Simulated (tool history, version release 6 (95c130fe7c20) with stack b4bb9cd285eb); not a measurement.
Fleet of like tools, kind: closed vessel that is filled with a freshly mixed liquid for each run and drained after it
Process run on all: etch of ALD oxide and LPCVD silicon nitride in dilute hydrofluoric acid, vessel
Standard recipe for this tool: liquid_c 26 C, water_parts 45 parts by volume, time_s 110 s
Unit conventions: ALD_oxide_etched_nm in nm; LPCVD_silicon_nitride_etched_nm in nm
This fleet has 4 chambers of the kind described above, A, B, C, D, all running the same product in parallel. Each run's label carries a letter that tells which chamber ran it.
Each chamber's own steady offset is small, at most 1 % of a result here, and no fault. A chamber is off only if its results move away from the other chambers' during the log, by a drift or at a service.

| run | day | liquid_c | water_parts | time_s | read-back film thickness of the ALD oxide reference wafer, read on the same gauge (nm) | read-back film thickness of the LPCVD silicon nitride reference wafer, read on the same gauge (nm) | ALD_oxide_etched_nm | LPCVD_silicon_nitride_etched_nm |
|---|---|---|---|---|---|---|---|---|
| 1C | 0.150 | 26 | 45 | 110 | 90.007 | 140.02 | 50.421 | 1.30840 |
| 2B | 0.308 | 26 | 45 | 110 | 90.012 | 140.01 | 50.697 | 1.31250 |
| 3D | 0.483 | 26 | 45 | 110 | 90.017 | 139.95 | 49.727 | 1.33300 |
| 4A | 0.692 | 26 | 45 | 110 | 90.008 | 140.04 | 49.424 | 1.28370 |
| 5C | 0.838 | 26 | 45 | 110 | 90.004 | 139.99 | 49.931 | 1.30310 |
| 6A | 0.958 | 26 | 45 | 110 | 90.022 | 140.03 | 49.066 | 1.30800 |
| 7B | 1.138 | 26 | 45 | 110 | 89.981 | 139.99 | 50.286 | 1.28740 |
| 8D | 1.367 | 26 | 45 | 110 | 90.005 | 140.01 | 49.406 | 1.27740 |
| 9A | 1.600 | 26 | 45 | 110 | 89.975 | 139.98 | 50.630 | 1.26070 |
| 10C | 1.733 | 26 | 45 | 110 | 90.006 | 140.02 | 50.302 | 1.30960 |
| 11B | 2.012 | 26 | 45 | 110 | 89.988 | 140.00 | 49.942 | 1.29560 |
|  | 2.100 | chamber B: thermometer replaced |
| 12D | 2.188 | 26 | 45 | 110 | 89.977 | 140.01 | 49.742 | 1.32290 |
| 13B | 2.412 | 26 | 45 | 110 | 90.004 | 140.03 | 49.402 | 1.29150 |
| 14C | 2.583 | 26 | 50 | 110 | 89.988 | 139.98 | 44.862 | 1.14270 |
| 15D | 2.733 | 26 | 50 | 110 | 90.007 | 140.01 | 43.945 | 1.16820 |
| 16A | 2.946 | 26 | 50 | 110 | 90.017 | 140.00 | 44.139 | 1.19920 |
| 17C | 3.192 | 26 | 50 | 110 | 89.988 | 140.04 | 44.433 | 1.17220 |
| 18A | 3.329 | 26 | 45 | 110 | 89.990 | 140.01 | 49.911 | 1.29690 |
| 19B | 3.529 | 29 | 45 | 110 | 89.991 | 139.95 | 57.288 | 1.58400 |
| 20D | 3.733 | 29 | 45 | 110 | 90.006 | 140.00 | 54.611 | 1.54700 |
| 21D | 4.012 | 29 | 45 | 110 | 90.001 | 140.07 | 55.268 | 1.59960 |
| 22B | 4.254 | 29 | 45 | 110 | 89.998 | 140.00 | 57.090 | 1.60630 |
| 23A | 4.429 | 26 | 45 | 110 | 90.002 | 140.01 | 50.193 | 1.26870 |
| 24C | 4.625 | 26 | 45 | 110 | 90.008 | 139.99 | 49.548 | 1.27980 |
| 25C | 4.833 | 26 | 45 | 155 | 90.028 | 140.02 | 69.886 | 1.77830 |
| 26B | 5.000 | 26 | 45 | 155 | 89.999 | 140.04 | 70.162 | 1.83850 |
| 27D | 5.275 | 26 | 45 | 155 | 89.998 | 140.02 | 68.950 | 1.79380 |
| 28A | 5.421 | 26 | 45 | 155 | 89.982 | 139.93 | 69.628 | 1.84230 |
| 29B | 5.600 | 26 | 45 | 110 | 89.994 | 139.97 | 49.865 | 1.27320 |
| 30C | 5.850 | 26 | 45 | 110 | 90.013 | 139.98 | 49.173 | 1.29070 |
| 31D | 6.062 | 26 | 45 | 110 | 90.018 | 140.02 | 49.452 | 1.28760 |
| 32A | 6.208 | 26 | 45 | 110 | 89.993 | 140.01 | 49.703 | 1.28950 |
| 33A | 6.450 | 26 | 45 | 110 | 89.994 | 140.00 | 49.814 | 1.33490 |
| 34B | 6.596 | 26 | 45 | 60 | 90.009 | 140.04 | 26.844 | 0.71858 |
| 35D | 6.808 | 26 | 45 | 60 | 89.988 | 139.99 | 26.771 | 0.72268 |
| 36C | 6.992 | 26 | 45 | 60 | 90.000 | 139.98 | 27.187 | 0.70467 |
| 37B | 7.167 | 26 | 45 | 60 | 89.986 | 140.01 | 27.273 | 0.70774 |
| 38D | 7.425 | 22 | 45 | 165 | 89.977 | 140.00 | 63.106 | 1.49490 |
| 39A | 7.692 | 22 | 45 | 165 | 89.988 | 139.98 | 63.497 | 1.47680 |
| 40C | 7.921 | 22 | 45 | 165 | 89.987 | 140.03 | 64.207 | 1.49910 |
| 41A | 8.112 | 22 | 45 | 165 | 89.970 | 140.01 | 64.387 | 1.50860 |
| 42B | 8.338 | 30 | 45 | 110 | 90.007 | 139.96 | 59.858 | 1.72160 |
| 43D | 8.529 | 30 | 45 | 110 | 89.989 | 140.00 | 58.057 | 1.70130 |
| 44C | 8.754 | 30 | 45 | 110 | 90.013 | 140.00 | 58.478 | 1.61220 |

Read the log: is a single chamber off, either drifting away or since a service, is the gauge that measures every chamber drifting, or is nothing wrong beyond small per-chamber offsets? Name any odd chamber and what most likely caused it.

Beyond each chamber's small constant offset nothing stands out, and the gauge stays steady.
